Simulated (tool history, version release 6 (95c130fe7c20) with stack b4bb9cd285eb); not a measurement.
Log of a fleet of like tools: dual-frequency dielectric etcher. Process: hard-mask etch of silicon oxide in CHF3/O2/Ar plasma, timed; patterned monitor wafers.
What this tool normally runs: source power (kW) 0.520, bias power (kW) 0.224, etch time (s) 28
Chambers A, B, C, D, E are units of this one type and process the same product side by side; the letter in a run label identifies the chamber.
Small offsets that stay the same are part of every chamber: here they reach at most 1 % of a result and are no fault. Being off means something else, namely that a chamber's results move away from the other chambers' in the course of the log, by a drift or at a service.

run   hour  source power (kW)  bias power (kW)  etch time (s)  read-back reference wafer on the same gauge, depth_nm  mean etch depth across the wafer (angstrom)
 1E   15.4              0.520            0.224             28                                                 48.642                                       571.34
 2D   27.7              0.520            0.224             28                                                 48.745                                       567.79
      33.2  -- chamber B: source power generator calibrated
 3C   38.3              0.520            0.224             28                                                 48.715                                       571.38
 4B   53.4              0.520            0.224             28                                                 48.684                                       559.47
 5A   62.4              0.520            0.246             28                                                 48.721                                       589.70
 6D   77.1              0.520            0.246             28                                                 48.751                                       588.28
 7A   90.8              0.520            0.246             28                                                 48.735                                       589.77
      94.8  -- chamber B: bias power generator calibrated
 8B  105.6              0.520            0.246             28                                                 48.660                                       586.30
     118.6  -- chamber A: wet clean of the chamber
 9E  118.8              0.520            0.246             28                                                 48.732                                       586.84
10C  131.2              0.520            0.224             28                                                 48.675                                       568.41
11E  146.3              0.520            0.224             28                                                 48.735                                       574.91
12D  156.0              0.520            0.224             28                                                 48.711                                       570.83
13B  169.2              0.520            0.224             28                                                 48.727                                       556.95
     178.5  -- chamber E: wet clean of the chamber
14C  181.0              0.520            0.224             28                                                 48.775                                       565.67
     189.7  -- chamber B: wet clean of the chamber
15A  196.2              0.520            0.224             28                                                 48.650                                       561.51
16D  205.5              0.440            0.194             28                                                 48.731                                       508.53
17B  218.1              0.440            0.194             28                                                 48.723                                       501.62
18E  226.4              0.440            0.194             28                                                 48.734                                       507.46
19A  240.5              0.440            0.194             28                                                 48.697                                       510.56
20C  248.2              0.440            0.194             28                                                 48.667                                       504.44
21A  261.6              0.400            0.202             28                                                 48.660                                       496.22
22B  276.2              0.400            0.202             28                                                 48.706                                       491.73
23E  291.1              0.400            0.202             28                                                 48.686                                       497.51
24D  304.1              0.400            0.202             28                                                 48.748                                       499.35
25C  312.9              0.400            0.202             28                                                 48.699                                       497.09
26C  328.0              0.520            0.224             28                                                 48.792                                       565.67
27B  336.7              0.520            0.224             28                                                 48.761                                       563.53
28D  349.2              0.520            0.224             28                                                 48.746                                       566.27
29E  356.6              0.520            0.224             28                                                 48.580                                       570.49
30A  369.2              0.420            0.224             23                                                 48.666                                       432.44
31A  385.2              0.420            0.224             23                                                 48.712                                       431.97
32D  399.7              0.420            0.224             23                                                 48.716                                       433.15
33E  411.0              0.420            0.224             23                                                 48.699                                       437.59
34C  419.7              0.420            0.224             23                                                 48.696                                       431.20
35B  430.9              0.520            0.224             28                                                 48.780                                       562.63
36C  443.1              0.520            0.224             28                                                 48.722                                       562.78
37A  456.9              0.520            0.224             28                                                 48.716                                       565.41
38B  469.2              0.520            0.224             28                                                 48.625                                       565.77
39E  484.9              0.520            0.224             28                                                 48.667                                       569.36

Does one chamber stand apart from the rest, does the shared gauge drift, or is all well apart from small per-chamber offsets? Give the chamber and the most likely cause, where there is one.

No chamber stands off beyond its own small offset, and the gauge holds steady.
